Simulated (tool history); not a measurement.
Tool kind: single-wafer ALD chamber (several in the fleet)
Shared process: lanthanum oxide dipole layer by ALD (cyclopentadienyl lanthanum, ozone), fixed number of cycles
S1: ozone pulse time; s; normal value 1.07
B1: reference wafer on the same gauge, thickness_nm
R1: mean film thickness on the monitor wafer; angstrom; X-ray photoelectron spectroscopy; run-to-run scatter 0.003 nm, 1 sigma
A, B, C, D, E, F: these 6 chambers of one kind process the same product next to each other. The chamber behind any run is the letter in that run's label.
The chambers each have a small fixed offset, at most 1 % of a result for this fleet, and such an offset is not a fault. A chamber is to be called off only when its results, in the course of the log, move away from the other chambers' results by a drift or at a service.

run 1F hour=7.7 | S1=1.07 | B1=0.53345 | R1=5.1445
run 2A hour=15.2 | S1=1.07 | B1=0.53251 | R1=5.1035
run 3C hour=24.4 | S1=1.07 | B1=0.53321 | R1=5.0500
run 4D hour=31.4 | S1=1.07 | B1=0.53322 | R1=5.0290
run 5B hour=38.6 | S1=1.38 | B1=0.53347 | R1=5.4934
run 6E hour=43.8 | S1=1.38 | B1=0.53364 | R1=5.4071
run 7F hour=48.9 | S1=1.38 | B1=0.53284 | R1=5.4145
run 8D hour=57.6 | S1=1.38 | B1=0.53260 | R1=5.3517
run 9B hour=64.3 | S1=1.38 | B1=0.53304 | R1=5.4309
run 10A hour=69.6 | S1=1.38 | B1=0.53286 | R1=5.3917
run 11C hour=77.1 | S1=1.07 | B1=0.53292 | R1=5.1001
run 12E hour=88.2 | S1=1.07 | B1=0.53253 | R1=5.0653
run 13F hour=95.5 | S1=1.07 | B1=0.53390 | R1=5.1641
run 14E hour=102.1 | S1=1.07 | B1=0.53327 | R1=5.0559
run 15C hour=108.8 | S1=1.07 | B1=0.53242 | R1=5.1014
run 16A hour=120.2 | S1=1.07 | B1=0.53313 | R1=5.0916
-- hour=124.3 chamber C: ozone generator serviced
run 17B hour=129.6 | S1=1.07 | B1=0.53363 | R1=5.1014
run 18D hour=134.7 | S1=1.07 | B1=0.53253 | R1=5.1271
run 19A hour=144.6 | S1=1.07 | B1=0.53274 | R1=5.0327
run 20E hour=153.2 | S1=1.07 | B1=0.53296 | R1=5.1376
run 21C hour=161.9 | S1=1.07 | B1=0.53294 | R1=5.0742
run 22F hour=172.7 | S1=1.07 | B1=0.53280 | R1=5.1843
run 23D hour=181.4 | S1=1.07 | B1=0.53302 | R1=5.0678
run 24B hour=193.1 | S1=1.07 | B1=0.53293 | R1=5.1459
run 25F hour=201.6 | S1=1.07 | B1=0.53301 | R1=5.1427
run 26A hour=208.0 | S1=1.07 | B1=0.53381 | R1=5.0331
run 27B hour=219.6 | S1=0.71 | B1=0.53339 | R1=4.4586
run 28E hour=225.5 | S1=0.71 | B1=0.53275 | R1=4.3920
-- hour=230.8 chamber E: thermocouple changed; heater temperature recalibrated
run 29D hour=231.0 | S1=0.71 | B1=0.53319 | R1=4.3091
run 30C hour=240.6 | S1=0.71 | B1=0.53333 | R1=4.3701
-- hour=245.5 chamber B: ozone generator serviced
run 31D hour=252.2 | S1=0.71 | B1=0.53280 | R1=4.3012
run 32E hour=260.6 | S1=0.71 | B1=0.53321 | R1=4.3788
run 33F hour=269.4 | S1=1.07 | B1=0.53350 | R1=5.0875
run 34A hour=275.9 | S1=1.07 | B1=0.53296 | R1=5.0624
run 35B hour=283.3 | S1=1.07 | B1=0.53343 | R1=5.2014
run 36C hour=288.8 | S1=1.07 | B1=0.53301 | R1=5.0820
run 37F hour=298.5 | S1=1.07 | B1=0.53356 | R1=5.1513

Predict what each chamber gives when all 6 of them run the settings below next.
run 38A hour=306.9 | S1=1.07 | R1=?
run 38B hour=306.9 | S1=1.07 | R1=?
run 38C hour=306.9 | S1=1.07 | R1=?
run 38D hour=306.9 | S1=1.07 | R1=?
run 38E hour=306.9 | S1=1.07 | R1=?
run 38F hour=306.9 | S1=1.07 | R1=?

run=38A R1=5.0563
run=38B R1=5.0606
run=38C R1=5.0808
run=38D R1=5.0561
run=38E R1=5.1048
run=38F R1=5.1619

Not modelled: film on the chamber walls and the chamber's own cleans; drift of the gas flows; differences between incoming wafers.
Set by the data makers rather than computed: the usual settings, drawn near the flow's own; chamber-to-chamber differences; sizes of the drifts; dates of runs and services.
